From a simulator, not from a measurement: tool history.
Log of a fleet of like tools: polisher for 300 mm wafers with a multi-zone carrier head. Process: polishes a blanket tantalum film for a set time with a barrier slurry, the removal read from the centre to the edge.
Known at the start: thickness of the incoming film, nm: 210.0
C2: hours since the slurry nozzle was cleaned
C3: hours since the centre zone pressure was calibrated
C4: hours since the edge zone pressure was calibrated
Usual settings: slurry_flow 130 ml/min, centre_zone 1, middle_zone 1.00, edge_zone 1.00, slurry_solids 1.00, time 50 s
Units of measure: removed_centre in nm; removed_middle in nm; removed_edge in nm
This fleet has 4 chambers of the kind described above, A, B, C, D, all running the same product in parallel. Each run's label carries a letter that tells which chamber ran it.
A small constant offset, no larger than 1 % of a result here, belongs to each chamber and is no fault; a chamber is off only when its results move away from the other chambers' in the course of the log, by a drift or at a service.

{"run": "1A", "hour": 4.9, "slurry_flow": 130, "centre_zone": 1, "middle_zone": 1.0, "edge_zone": 1.0, "slurry_solids": 1.0, "time": 50, "wafers polished on this pad": 127, "C2": 65.4, "C3": 329.0, "C4": 161.4, "removed_centre": 85.248, "removed_middle": 86.621, "removed_edge": 84.425}
{"run": "2D", "hour": 8.4, "slurry_flow": 130, "centre_zone": 1, "middle_zone": 1.0, "edge_zone": 1.0, "slurry_solids": 1.0, "time": 50, "wafers polished on this pad": 1024, "C2": 149.5, "C3": 344.0, "C4": 973.5, "removed_centre": 86.643, "removed_middle": 86.708, "removed_edge": 86.336}
{"run": "3C", "hour": 13.3, "slurry_flow": 130, "centre_zone": 1, "middle_zone": 1.0, "edge_zone": 1.0, "slurry_solids": 1.0, "time": 50, "wafers polished on this pad": 110, "C2": 741.0, "C3": 165.6, "C4": 552.4, "removed_centre": 83.271, "removed_middle": 84.958, "removed_edge": 85.054}
{"run": "4B", "hour": 17.0, "slurry_flow": 130, "centre_zone": 1, "middle_zone": 1.0, "edge_zone": 1.0, "slurry_solids": 1.0, "time": 50, "wafers polished on this pad": 538, "C2": 128.8, "C3": 166.3, "C4": 385.5, "removed_centre": 86.441, "removed_middle": 85.286, "removed_edge": 86.093}
{"run": "5C", "hour": 24.0, "slurry_flow": 130, "centre_zone": 1, "middle_zone": 1.0, "edge_zone": 1.0, "slurry_solids": 1.0, "time": 50, "wafers polished on this pad": 171, "C2": 751.7, "C3": 176.3, "C4": 563.1, "removed_centre": 86.571, "removed_middle": 85.023, "removed_edge": 86.001}
{"run": "6A", "hour": 29.0, "slurry_flow": 130, "centre_zone": 1, "middle_zone": 1.0, "edge_zone": 1.0, "slurry_solids": 1.0, "time": 50, "wafers polished on this pad": 265, "C2": 89.5, "C3": 353.1, "C4": 185.5, "removed_centre": 88.944, "removed_middle": 85.018, "removed_edge": 85.211}
{"run": "7B", "hour": 35.6, "slurry_flow": 130, "centre_zone": 1, "middle_zone": 1.0, "edge_zone": 1.0, "slurry_solids": 1.0, "time": 50, "wafers polished on this pad": 645, "C2": 147.4, "C3": 184.9, "C4": 404.1, "removed_centre": 85.812, "removed_middle": 85.588, "removed_edge": 86.094}
{"run": "8D", "hour": 42.1, "slurry_flow": 130, "centre_zone": 1, "middle_zone": 1.0, "edge_zone": 1.0, "slurry_solids": 1.0, "time": 50, "wafers polished on this pad": 1216, "C2": 183.2, "C3": 377.7, "C4": 1007.2, "removed_centre": 85.593, "removed_middle": 86.857, "removed_edge": 86.722}
{"run": "9B", "hour": 46.4, "slurry_flow": 130, "centre_zone": 1, "middle_zone": 1.0, "edge_zone": 1.0, "slurry_solids": 1.0, "time": 50, "wafers polished on this pad": 706, "C2": 158.2, "C3": 195.7, "C4": 414.9, "removed_centre": 84.914, "removed_middle": 87.075, "removed_edge": 84.572}
{"run": "10A", "hour": 54.2, "slurry_flow": 130, "centre_zone": 1, "middle_zone": 0.95, "edge_zone": 0.96, "slurry_solids": 1.0, "time": 50, "wafers polished on this pad": 409, "C2": 114.7, "C3": 378.3, "C4": 210.7, "removed_centre": 85.067, "removed_middle": 81.316, "removed_edge": 84.221}
{"hour": 55.1, "done": "chamber C: slurry nozzle cleaned"}
{"run": "11D", "hour": 60.0, "slurry_flow": 130, "centre_zone": 1, "middle_zone": 0.95, "edge_zone": 0.96, "slurry_solids": 1.0, "time": 50, "wafers polished on this pad": 1318, "C2": 201.1, "C3": 395.6, "C4": 1025.1, "removed_centre": 85.259, "removed_middle": 82.496, "removed_edge": 85.635}
{"run": "12C", "hour": 66.5, "slurry_flow": 130, "centre_zone": 1, "middle_zone": 0.95, "edge_zone": 0.96, "slurry_solids": 1.0, "time": 50, "wafers polished on this pad": 413, "C2": 11.5, "C3": 218.8, "C4": 605.6, "removed_centre": 84.55, "removed_middle": 81.712, "removed_edge": 83.599}
{"hour": 67.2, "done": "chamber D: worn pad replaced by a new one"}
{"run": "13A", "hour": 71.4, "slurry_flow": 130, "centre_zone": 1, "middle_zone": 0.95, "edge_zone": 0.96, "slurry_solids": 1.0, "time": 50, "wafers polished on this pad": 507, "C2": 131.9, "C3": 395.5, "C4": 227.9, "removed_centre": 84.626, "removed_middle": 83.93, "removed_edge": 84.516}
{"run": "14C", "hour": 77.5, "slurry_flow": 130, "centre_zone": 1, "middle_zone": 1.0, "edge_zone": 1.0, "slurry_solids": 1.0, "time": 50, "wafers polished on this pad": 476, "C2": 22.5, "C3": 229.8, "C4": 616.6, "removed_centre": 85.424, "removed_middle": 85.733, "removed_edge": 85.375}
{"run": "15D", "hour": 85.3, "slurry_flow": 130, "centre_zone": 1, "middle_zone": 1.0, "edge_zone": 1.0, "slurry_solids": 0.85, "time": 50, "wafers polished on this pad": 103, "C2": 226.4, "C3": 420.9, "C4": 1050.4, "removed_centre": 80.745, "removed_middle": 81.457, "removed_edge": 82.974}
{"run": "16B", "hour": 89.4, "slurry_flow": 130, "centre_zone": 1, "middle_zone": 1.0, "edge_zone": 1.0, "slurry_solids": 0.85, "time": 50, "wafers polished on this pad": 952, "C2": 201.2, "C3": 238.7, "C4": 457.9, "removed_centre": 80.129, "removed_middle": 80.531, "removed_edge": 80.972}
{"run": "17A", "hour": 96.0, "slurry_flow": 130, "centre_zone": 1, "middle_zone": 1.0, "edge_zone": 1.0, "slurry_solids": 0.85, "time": 50, "wafers polished on this pad": 648, "C2": 156.5, "C3": 420.1, "C4": 252.5, "removed_centre": 80.829, "removed_middle": 82.541, "removed_edge": 80.256}
{"run": "18B", "hour": 101.9, "slurry_flow": 130, "centre_zone": 1, "middle_zone": 1.0, "edge_zone": 1.0, "slurry_solids": 0.85, "time": 50, "wafers polished on this pad": 1023, "C2": 213.7, "C3": 251.2, "C4": 470.4, "removed_centre": 81.14, "removed_middle": 80.725, "removed_edge": 81.42}
{"run": "19D", "hour": 106.3, "slurry_flow": 130, "centre_zone": 1, "middle_zone": 1.0, "edge_zone": 1.0, "slurry_solids": 1.0, "time": 50, "wafers polished on this pad": 223, "C2": 247.4, "C3": 441.9, "C4": 1071.4, "removed_centre": 86.867, "removed_middle": 83.609, "removed_edge": 86.044}
{"hour": 109.6, "done": "chamber A: worn pad replaced by a new one"}
{"run": "20C", "hour": 112.2, "slurry_flow": 130, "centre_zone": 1, "middle_zone": 1.0, "edge_zone": 1.0, "slurry_solids": 0.7, "time": 50, "wafers polished on this pad": 675, "C2": 57.2, "C3": 264.5, "C4": 651.3, "removed_centre": 76.784, "removed_middle": 75.54, "removed_edge": 76.338}
{"run": "21C", "hour": 116.3, "slurry_flow": 130, "centre_zone": 1, "middle_zone": 1.0, "edge_zone": 1.0, "slurry_solids": 0.7, "time": 50, "wafers polished on this pad": 698, "C2": 61.3, "C3": 268.6, "C4": 655.4, "removed_centre": 77.279, "removed_middle": 75.693, "removed_edge": 75.503}
{"run": "22B", "hour": 120.8, "slurry_flow": 130, "centre_zone": 1, "middle_zone": 1.0, "edge_zone": 1.0, "slurry_solids": 0.7, "time": 50, "wafers polished on this pad": 1131, "C2": 232.6, "C3": 270.1, "C4": 489.3, "removed_centre": 76.002, "removed_middle": 75.695, "removed_edge": 76.104}
{"run": "23D", "hour": 127.6, "slurry_flow": 130, "centre_zone": 1, "middle_zone": 1.0, "edge_zone": 1.0, "slurry_solids": 0.7, "time": 50, "wafers polished on this pad": 345, "C2": 268.7, "C3": 463.2, "C4": 1092.7, "removed_centre": 74.539, "removed_middle": 74.839, "removed_edge": 75.633}
{"hour": 128.9, "done": "chamber A: slurry nozzle cleaned"}
{"run": "24A", "hour": 135.1, "slurry_flow": 130, "centre_zone": 1, "middle_zone": 1.0, "edge_zone": 1.0, "slurry_solids": 1.0, "time": 50, "wafers polished on this pad": 146, "C2": 6.3, "C3": 459.2, "C4": 291.6, "removed_centre": 85.636, "removed_middle": 86.471, "removed_edge": 85.189}
{"run": "25A", "hour": 141.3, "slurry_flow": 130, "centre_zone": 1, "middle_zone": 1.0, "edge_zone": 1.0, "slurry_solids": 1.0, "time": 50, "wafers polished on this pad": 181, "C2": 12.5, "C3": 465.4, "C4": 297.8, "removed_centre": 85.131, "removed_middle": 87.677, "removed_edge": 85.194}
{"run": "26B", "hour": 147.9, "slurry_flow": 130, "centre_zone": 1, "middle_zone": 1.0, "edge_zone": 1.0, "slurry_solids": 1.0, "time": 50, "wafers polished on this pad": 1286, "C2": 259.7, "C3": 297.2, "C4": 516.4, "removed_centre": 85.472, "removed_middle": 85.682, "removed_edge": 85.355}
{"run": "27D", "hour": 154.7, "slurry_flow": 130, "centre_zone": 1, "middle_zone": 1.0, "edge_zone": 1.0, "slurry_solids": 1.0, "time": 50, "wafers polished on this pad": 500, "C2": 295.8, "C3": 490.3, "C4": 1119.8, "removed_centre": 83.383, "removed_middle": 82.239, "removed_edge": 85.01}
{"hour": 156.9, "done": "chamber C: worn pad replaced by a new one"}
{"run": "28C", "hour": 161.7, "slurry_flow": 130, "centre_zone": 1, "middle_zone": 1.0, "edge_zone": 1.0, "slurry_solids": 1.0, "time": 50, "wafers polished on this pad": 27, "C2": 106.7, "C3": 314.0, "C4": 700.8, "removed_centre": 86.096, "removed_middle": 85.423, "removed_edge": 85.293}
{"run": "29A", "hour": 168.1, "slurry_flow": 130, "centre_zone": 1, "middle_zone": 1.0, "edge_zone": 1.0, "slurry_solids": 1.0, "time": 50, "wafers polished on this pad": 334, "C2": 39.3, "C3": 492.2, "C4": 324.6, "removed_centre": 85.418, "removed_middle": 86.262, "removed_edge": 85.574}
{"hour": 170.3, "done": "chamber C: centre zone pressure recalibrated"}
{"run": "30C", "hour": 175.2, "slurry_flow": 130, "centre_zone": 1, "middle_zone": 1.0, "edge_zone": 1.09, "slurry_solids": 1.0, "time": 50, "wafers polished on this pad": 104, "C2": 120.2, "C3": 4.9, "C4": 714.3, "removed_centre": 85.401, "removed_middle": 84.141, "removed_edge": 89.34}
{"run": "31B", "hour": 181.6, "slurry_flow": 130, "centre_zone": 1, "middle_zone": 1.0, "edge_zone": 1.09, "slurry_solids": 1.0, "time": 50, "wafers polished on this pad": 1479, "C2": 293.4, "C3": 330.9, "C4": 550.1, "removed_centre": 84.341, "removed_middle": 84.104, "removed_edge": 89.131}
{"run": "32D", "hour": 185.3, "slurry_flow": 130, "centre_zone": 1, "middle_zone": 1.0, "edge_zone": 1.09, "slurry_solids": 1.0, "time": 50, "wafers polished on this pad": 675, "C2": 326.4, "C3": 520.9, "C4": 1150.4, "removed_centre": 79.901, "removed_middle": 79.536, "removed_edge": 87.155}
{"hour": 189.3, "done": "chamber B: worn pad replaced by a new one"}
{"run": "33A", "hour": 190.7, "slurry_flow": 130, "centre_zone": 1, "middle_zone": 1.0, "edge_zone": 1.09, "slurry_solids": 1.0, "time": 50, "wafers polished on this pad": 463, "C2": 61.9, "C3": 514.8, "C4": 347.2, "removed_centre": 87.182, "removed_middle": 86.351, "removed_edge": 90.748}
{"run": "34C", "hour": 196.2, "slurry_flow": 130, "centre_zone": 1, "middle_zone": 1.0, "edge_zone": 1.0, "slurry_solids": 1.0, "time": 50, "wafers polished on this pad": 224, "C2": 141.2, "C3": 25.9, "C4": 735.3, "removed_centre": 85.234, "removed_middle": 86.487, "removed_edge": 85.53}
{"run": "35D", "hour": 200.0, "slurry_flow": 130, "centre_zone": 1, "middle_zone": 1.0, "edge_zone": 1.0, "slurry_solids": 1.0, "time": 50, "wafers polished on this pad": 759, "C2": 341.1, "C3": 535.6, "C4": 1165.1, "removed_centre": 78.009, "removed_middle": 80.538, "removed_edge": 82.072}
{"run": "36B", "hour": 206.4, "slurry_flow": 130, "centre_zone": 1, "middle_zone": 1.0, "edge_zone": 1.0, "slurry_solids": 1.0, "time": 50, "wafers polished on this pad": 97, "C2": 318.2, "C3": 355.7, "C4": 574.9, "removed_centre": 83.552, "removed_middle": 86.567, "removed_edge": 85.098}
{"run": "37C", "hour": 211.9, "slurry_flow": 130, "centre_zone": 1, "middle_zone": 1.0, "edge_zone": 1.0, "slurry_solids": 1.0, "time": 50, "wafers polished on this pad": 314, "C2": 156.9, "C3": 41.6, "C4": 751.0, "removed_centre": 84.174, "removed_middle": 83.699, "removed_edge": 85.144}
{"run": "38A", "hour": 218.2, "slurry_flow": 130, "centre_zone": 1, "middle_zone": 1.0, "edge_zone": 1.0, "slurry_solids": 1.0, "time": 50, "wafers polished on this pad": 620, "C2": 89.4, "C3": 542.3, "C4": 374.7, "removed_centre": 85.839, "removed_middle": 86.614, "removed_edge": 86.495}
{"run": "39B", "hour": 224.5, "slurry_flow": 130, "centre_zone": 1, "middle_zone": 1.0, "edge_zone": 1.0, "slurry_solids": 1.0, "time": 50, "wafers polished on this pad": 201, "C2": 336.3, "C3": 373.8, "C4": 593.0, "removed_centre": 85.773, "removed_middle": 85.104, "removed_edge": 84.895}
{"hour": 227.8, "done": "chamber B: slurry nozzle cleaned"}
{"run": "40D", "hour": 230.9, "slurry_flow": 130, "centre_zone": 1, "middle_zone": 1.05, "edge_zone": 1.0, "slurry_solids": 1.0, "time": 50, "wafers polished on this pad": 935, "C2": 372.0, "C3": 566.5, "C4": 1196.0, "removed_centre": 76.407, "removed_middle": 82.703, "removed_edge": 81.288}
{"run": "41B", "hour": 235.7, "slurry_flow": 130, "centre_zone": 1, "middle_zone": 1.05, "edge_zone": 1.0, "slurry_solids": 1.0, "time": 50, "wafers polished on this pad": 265, "C2": 7.9, "C3": 385.0, "C4": 604.2, "removed_centre": 85.518, "removed_middle": 89.762, "removed_edge": 86.221}
{"run": "42A", "hour": 240.2, "slurry_flow": 130, "centre_zone": 1, "middle_zone": 1.05, "edge_zone": 1.0, "slurry_solids": 1.0, "time": 50, "wafers polished on this pad": 746, "C2": 111.4, "C3": 564.3, "C4": 396.7, "removed_centre": 84.753, "removed_middle": 88.412, "removed_edge": 84.824}
{"run": "43C", "hour": 243.9, "slurry_flow": 130, "centre_zone": 1, "middle_zone": 1.05, "edge_zone": 1.0, "slurry_solids": 1.0, "time": 50, "wafers polished on this pad": 497, "C2": 188.9, "C3": 73.6, "C4": 783.0, "removed_centre": 84.874, "removed_middle": 89.349, "removed_edge": 85.933}

Next, all 4 chambers run the settings below, one line each with question marks for the results. What does each chamber give?
{"run": "44A", "hour": 249.6, "slurry_flow": 130, "centre_zone": 1, "middle_zone": 1.0, "edge_zone": 1.0, "slurry_solids": 1.0, "time": 50, "removed_centre": "?", "removed_middle": "?", "removed_edge": "?"}
{"run": "44B", "hour": 249.6, "slurry_flow": 130, "centre_zone": 1, "middle_zone": 1.0, "edge_zone": 1.0, "slurry_solids": 1.0, "time": 50, "removed_centre": "?", "removed_middle": "?", "removed_edge": "?"}
{"run": "44C", "hour": 249.6, "slurry_flow": 130, "centre_zone": 1, "middle_zone": 1.0, "edge_zone": 1.0, "slurry_solids": 1.0, "time": 50, "removed_centre": "?", "removed_middle": "?", "removed_edge": "?"}
{"run": "44D", "hour": 249.6, "slurry_flow": 130, "centre_zone": 1, "middle_zone": 1.0, "edge_zone": 1.0, "slurry_solids": 1.0, "time": 50, "removed_centre": "?", "removed_middle": "?", "removed_edge": "?"}

run=44A removed_centre=86.516 removed_middle=85.439 removed_edge=84.723
run=44B removed_centre=87.349 removed_middle=84.501 removed_edge=87.332
run=44C removed_centre=85.597 removed_middle=86.476 removed_edge=85.710
run=44D removed_centre=76.132 removed_middle=76.503 removed_edge=81.826
